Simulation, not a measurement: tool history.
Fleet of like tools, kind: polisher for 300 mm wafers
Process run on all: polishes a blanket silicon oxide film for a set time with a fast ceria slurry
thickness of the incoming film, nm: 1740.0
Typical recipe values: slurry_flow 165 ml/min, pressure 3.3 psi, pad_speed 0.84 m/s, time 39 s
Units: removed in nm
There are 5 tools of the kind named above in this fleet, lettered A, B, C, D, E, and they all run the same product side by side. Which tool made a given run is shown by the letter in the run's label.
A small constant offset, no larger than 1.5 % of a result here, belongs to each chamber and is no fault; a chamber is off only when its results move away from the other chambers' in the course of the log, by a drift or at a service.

run,hour,slurry_flow,pressure,pad_speed,time,removed
1D,5.4,165,3.3,0.84,39,565.76
2A,10.6,165,3.3,0.84,39,561.59
3B,17.0,165,3.3,0.84,39,554.79
4C,24.3,165,3.3,0.84,39,578.54
5E,29.1,165,3.3,0.84,39,572.53
# hour 30.6: chamber D: worn pad replaced by a new one
6D,36.2,165,3.3,0.84,39,556.83
# hour 40.5: chamber B: worn pad replaced by a new one
7B,42.6,165,3.3,0.84,39,552.22
# hour 42.7: chamber E: worn pad replaced by a new one
8E,47.7,165,3.3,0.84,39,564.45
9A,54.0,165,3.3,0.84,39,569.93
# hour 56.0: chamber C: worn pad replaced by a new one
10C,59.6,165,2.9,0.56,39,332.27
# hour 66.3: chamber B: slurry nozzle cleaned
11E,66.6,165,2.9,0.56,39,331.49
12A,74.0,165,2.9,0.56,39,330.88
13C,79.7,165,2.9,0.56,39,337.65
14D,84.6,165,2.9,0.56,39,330.54
15B,89.3,165,3.3,0.84,39,566.94
16C,92.5,165,3.3,0.84,39,580.27
17E,99.0,165,3.3,0.84,39,574.79
18A,105.5,165,3.3,0.84,39,577.28
19B,110.5,165,3.3,0.84,39,559.32
# hour 113.6: chamber B: worn pad replaced by a new one
20D,117.1,165,3.3,0.84,39,569.69
21B,122.9,165,3.3,0.66,48,544.45
# hour 125.2: chamber D: slurry nozzle cleaned
22E,128.7,165,3.3,0.66,48,552.18
23C,134.6,165,3.3,0.66,48,554.83
24D,138.1,165,3.3,0.66,48,551.12
25A,144.0,165,3.3,0.66,48,543.44
# hour 145.7: chamber D: worn pad replaced by a new one
26C,149.1,165,3.3,0.84,39,569.54
27A,155.6,165,3.3,0.84,39,574.44
# hour 161.7: chamber E: worn pad replaced by a new one
28E,163.0,165,3.3,0.84,39,567.81
29B,166.5,165,3.3,0.84,39,566.22
30D,170.5,165,3.3,0.84,39,567.05

All chambers now run identical settings, listed one chamber a line with results as question marks. What results will each chamber show?
31A,175.8,165,3.3,0.58,39,?
31B,175.8,165,3.3,0.58,39,?
31C,175.8,165,3.3,0.58,39,?
31D,175.8,165,3.3,0.58,39,?
31E,175.8,165,3.3,0.58,39,?

run,removed
31A,393.64
31B,389.10
31C,394.91
31D,394.85
31E,396.72

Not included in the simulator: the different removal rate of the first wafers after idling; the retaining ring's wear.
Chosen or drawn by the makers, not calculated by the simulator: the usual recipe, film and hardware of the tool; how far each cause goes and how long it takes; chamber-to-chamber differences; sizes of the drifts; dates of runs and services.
